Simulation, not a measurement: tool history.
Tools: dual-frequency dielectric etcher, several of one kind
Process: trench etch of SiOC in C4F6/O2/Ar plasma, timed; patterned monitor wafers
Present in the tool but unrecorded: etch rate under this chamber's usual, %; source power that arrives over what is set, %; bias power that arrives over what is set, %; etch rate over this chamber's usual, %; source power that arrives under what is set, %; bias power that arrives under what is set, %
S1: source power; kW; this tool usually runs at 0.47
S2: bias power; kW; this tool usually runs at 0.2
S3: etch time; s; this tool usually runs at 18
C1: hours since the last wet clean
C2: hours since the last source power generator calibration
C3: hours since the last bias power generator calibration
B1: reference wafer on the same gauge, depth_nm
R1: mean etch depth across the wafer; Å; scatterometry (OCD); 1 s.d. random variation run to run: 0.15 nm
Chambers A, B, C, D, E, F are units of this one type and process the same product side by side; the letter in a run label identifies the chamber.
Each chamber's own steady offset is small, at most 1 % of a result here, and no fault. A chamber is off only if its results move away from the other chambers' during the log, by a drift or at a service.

| run | hour | S1 | S2 | S3 | C1 | C2 | C3 | B1 | R1 |
|---|---|---|---|---|---|---|---|---|---|
| 1F | 7.2 | 0.47 | 0.2 | 18 | 47.7 | 1467.5 | 209.6 | 45.607 | 413.73 |
| 2D | 15.2 | 0.47 | 0.2 | 18 | 16.5 | 485.2 | 593.8 | 45.64 | 412.72 |
| 3C | 23.3 | 0.47 | 0.2 | 18 | 216.6 | 456.1 | 1304.9 | 45.641 | 411.44 |
| 4E | 28.1 | 0.47 | 0.2 | 18 | 356.8 | 4910.3 | 2300.7 | 45.595 | 416 |
| 5B | 33.2 | 0.47 | 0.2 | 18 | 477.4 | 877.2 | 394.4 | 45.594 | 408.69 |
| 6A | 39.8 | 0.47 | 0.2 | 18 | 284.2 | 1127.9 | 740.9 | 45.595 | 410.57 |
| 7F | 46.9 | 0.47 | 0.2 | 18 | 87.4 | 1507.2 | 249.3 | 45.574 | 412.19 |
| 8B | 52.7 | 0.47 | 0.2 | 18 | 496.9 | 896.7 | 413.9 | 45.601 | 408.56 |
| 9A | 61.1 | 0.47 | 0.2 | 18 | 305.5 | 1149.2 | 762.2 | 45.61 | 409.93 |
| 10E | 67.8 | 0.47 | 0.2 | 18 | 396.5 | 4950 | 2340.4 | 45.62 | 414.44 |
| 11D | 72.2 | 0.47 | 0.2 | 18 | 73.5 | 542.2 | 650.8 | 45.553 | 413.74 |
| 12C | 77.5 | 0.47 | 0.2 | 18 | 270.8 | 510.3 | 1359.1 | 45.56 | 412.17 |
| 13E | 81.7 | 0.47 | 0.2 | 18 | 410.4 | 4963.9 | 2354.3 | 45.558 | 414.97 |
|  | 88.2 | chamber B: wet clean of the chamber |
| 14B | 89.2 | 0.47 | 0.2 | 18 | 1 | 933.2 | 450.4 | 45.614 | 407.8 |
| 15C | 97.4 | 0.47 | 0.244 | 18 | 290.7 | 530.2 | 1379 | 45.619 | 439.3 |
| 16F | 102.1 | 0.47 | 0.244 | 18 | 142.6 | 1562.4 | 304.5 | 45.636 | 440.75 |
| 17A | 107.3 | 0.47 | 0.244 | 18 | 351.7 | 1195.4 | 808.4 | 45.604 | 436.55 |
| 18D | 111.1 | 0.47 | 0.244 | 18 | 112.4 | 581.1 | 689.7 | 45.588 | 438.95 |
| 19F | 117.5 | 0.47 | 0.244 | 18 | 158 | 1577.8 | 319.9 | 45.654 | 439.33 |
| 20E | 122.4 | 0.47 | 0.244 | 18 | 451.1 | 5004.6 | 2395 | 45.64 | 440.2 |
| 21B | 129.7 | 0.47 | 0.2 | 18 | 41.5 | 973.7 | 490.9 | 45.645 | 408.2 |
| 22D | 133.7 | 0.47 | 0.2 | 18 | 135 | 603.7 | 712.3 | 45.613 | 412.98 |
|  | 139 | chamber E: source power generator calibrated |
| 23A | 140.7 | 0.47 | 0.2 | 18 | 385.1 | 1228.8 | 841.8 | 45.59 | 408.97 |
| 24C | 146.6 | 0.47 | 0.2 | 18 | 339.9 | 579.4 | 1428.2 | 45.605 | 413.75 |
| 25D | 155.1 | 0.47 | 0.2 | 18 | 156.4 | 625.1 | 733.7 | 45.627 | 411.23 |
| 26C | 162.6 | 0.47 | 0.2 | 18 | 355.9 | 595.4 | 1444.2 | 45.591 | 411.03 |
| 27B | 167.3 | 0.47 | 0.2 | 18 | 79.1 | 1011.3 | 528.5 | 45.61 | 408.06 |
| 28A | 171.7 | 0.47 | 0.2 | 18 | 416.1 | 1259.8 | 872.8 | 45.603 | 408.33 |
| 29E | 175.6 | 0.47 | 0.2 | 18 | 504.3 | 36.7 | 2448.2 | 45.598 | 415.77 |
| 30F | 182.7 | 0.47 | 0.2 | 18 | 223.2 | 1643 | 385.1 | 45.536 | 412.63 |
| 31C | 187.9 | 0.47 | 0.2 | 18 | 381.2 | 620.7 | 1469.5 | 45.604 | 412.1 |
| 32B | 194 | 0.47 | 0.2 | 18 | 105.8 | 1038 | 555.2 | 45.601 | 410.98 |
| 33F | 198.2 | 0.47 | 0.2 | 18 | 238.7 | 1658.5 | 400.6 | 45.643 | 410.36 |
| 34D | 202.6 | 0.47 | 0.2 | 18 | 203.9 | 672.6 | 781.2 | 45.61 | 414.82 |
| 35A | 208.5 | 0.47 | 0.2 | 18 | 452.9 | 1296.6 | 909.6 | 45.542 | 407.62 |
| 36E | 216.2 | 0.47 | 0.2 | 18 | 544.9 | 77.3 | 2488.8 | 45.589 | 415.48 |
| 37A | 222.2 | 0.47 | 0.2 | 18 | 466.6 | 1310.3 | 923.3 | 45.604 | 408.86 |
| 38C | 226.9 | 0.47 | 0.164 | 23 | 420.2 | 659.7 | 1508.5 | 45.617 | 493.56 |
| 39B | 233.8 | 0.47 | 0.164 | 23 | 145.6 | 1077.8 | 595 | 45.608 | 490.25 |
| 40E | 241.8 | 0.47 | 0.164 | 23 | 570.5 | 102.9 | 2514.4 | 45.588 | 499.01 |
| 41D | 246.2 | 0.47 | 0.164 | 23 | 247.5 | 716.2 | 824.8 | 45.624 | 499.75 |
| 42F | 254.7 | 0.47 | 0.164 | 23 | 295.2 | 1715 | 457.1 | 45.592 | 496.8 |

Next, every chamber runs the same settings. What will each give?
| 43A | 260.9 | 0.57 | 0.2 | 18 |  |  |  |  | ? |
| 43B | 260.9 | 0.57 | 0.2 | 18 |  |  |  |  | ? |
| 43C | 260.9 | 0.57 | 0.2 | 18 |  |  |  |  | ? |
| 43D | 260.9 | 0.57 | 0.2 | 18 |  |  |  |  | ? |
| 43E | 260.9 | 0.57 | 0.2 | 18 |  |  |  |  | ? |
| 43F | 260.9 | 0.57 | 0.2 | 18 |  |  |  |  | ? |

| run | R1 |
|---|---|
| 43A | 442.61 |
| 43B | 440.39 |
| 43C | 442.42 |
| 43D | 447.84 |
| 43E | 447.47 |
| 43F | 446.3 |
